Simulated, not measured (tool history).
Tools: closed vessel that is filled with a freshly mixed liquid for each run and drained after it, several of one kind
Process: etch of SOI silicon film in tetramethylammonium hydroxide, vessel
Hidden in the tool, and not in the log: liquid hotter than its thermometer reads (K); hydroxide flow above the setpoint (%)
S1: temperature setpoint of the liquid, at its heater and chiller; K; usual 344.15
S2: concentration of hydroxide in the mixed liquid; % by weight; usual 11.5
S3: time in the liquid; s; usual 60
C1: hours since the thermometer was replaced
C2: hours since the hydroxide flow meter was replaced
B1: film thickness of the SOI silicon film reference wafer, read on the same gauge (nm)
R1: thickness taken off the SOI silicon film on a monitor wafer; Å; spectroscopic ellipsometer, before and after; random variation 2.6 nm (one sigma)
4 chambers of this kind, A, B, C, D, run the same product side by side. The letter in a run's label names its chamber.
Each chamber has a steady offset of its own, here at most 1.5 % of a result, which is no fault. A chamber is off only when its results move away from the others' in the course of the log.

run,hour,S1,S2,S3,C1,C2,B1,R1
1A,10.7,344.15,11.5,60,2166.2,703,100.02,4185.3
2D,22.3,344.15,11.5,60,569.2,108.9,100.01,4247
3B,31.2,344.15,11.5,60,61.3,115.5,99.987,4226.3
4C,37.8,344.15,11.5,60,738.6,219.4,99.983,4215.5
5C,46.8,340.15,9,60,747.6,228.4,99.977,3645.2
6B,55.8,340.15,9,60,85.9,140.1,100.02,3599.2
7D,68.8,340.15,9,60,615.7,155.4,100.01,3651.8
8A,77.3,340.15,9,60,2232.8,769.6,100.01,3621.5
9D,84.6,344.15,13,60,631.5,171.2,99.992,4032.7
10C,91.7,344.15,13,60,792.5,273.3,99.988,3994.4
11A,102.9,344.15,13,60,2258.4,795.2,100.01,4003.7
12B,116.2,344.15,13,60,146.3,200.5,100.02,4003.6
13D,126.6,344.15,11.5,60,673.5,213.2,100.01,4216.4
# hour 138: chamber C: thermometer replaced
14C,141.6,344.15,11.5,40,3.6,323.2,100.01,2799
15B,148.8,344.15,11.5,40,178.9,233.1,99.984,2811.9
16A,159.5,344.15,11.5,40,2315,851.8,99.965,2801.6
17A,173,344.15,11.5,40,2328.5,865.3,99.974,2787.4
18B,185.8,344.15,11.5,60,215.9,270.1,99.978,4254.5
19C,194,344.15,11.5,60,56,375.6,100.01,4157
20D,208.3,348.15,11.5,60,755.2,294.9,99.996,5333.4
21D,216.8,348.15,11.5,60,763.7,303.4,99.969,5254.7
22C,230.9,348.15,11.5,60,92.9,412.5,99.973,5265.7
23B,244.3,348.15,11.5,60,274.4,328.6,100.01,5328.5
24A,252.5,344.15,11.5,60,2408,944.8,100.02,4177.5
25B,267.2,344.15,11.5,60,297.3,351.5,100.02,4177.2
26A,280.4,344.15,11.5,60,2435.9,972.7,99.994,4239.3
27C,290.8,344.15,11.5,60,152.8,472.4,100.02,4204.3
28D,298.4,344.15,11.5,60,845.3,385,99.996,4261.5
29B,306.2,344.15,11.5,60,336.3,390.5,100.03,4207.6
30A,315.2,344.15,11.5,60,2470.7,1007.5,100.01,4199.1
31D,326.3,344.15,11.5,60,873.2,412.9,100.01,4187.3
32C,339.7,344.15,11.5,45,201.7,521.3,99.973,3158

What goes on in this fleet: one chamber off, a drifting gauge, or nothing beyond the chambers' own small offsets? Name the chamber and the cause, if any.

No chamber stands off beyond its own small offset, and the gauge holds steady.
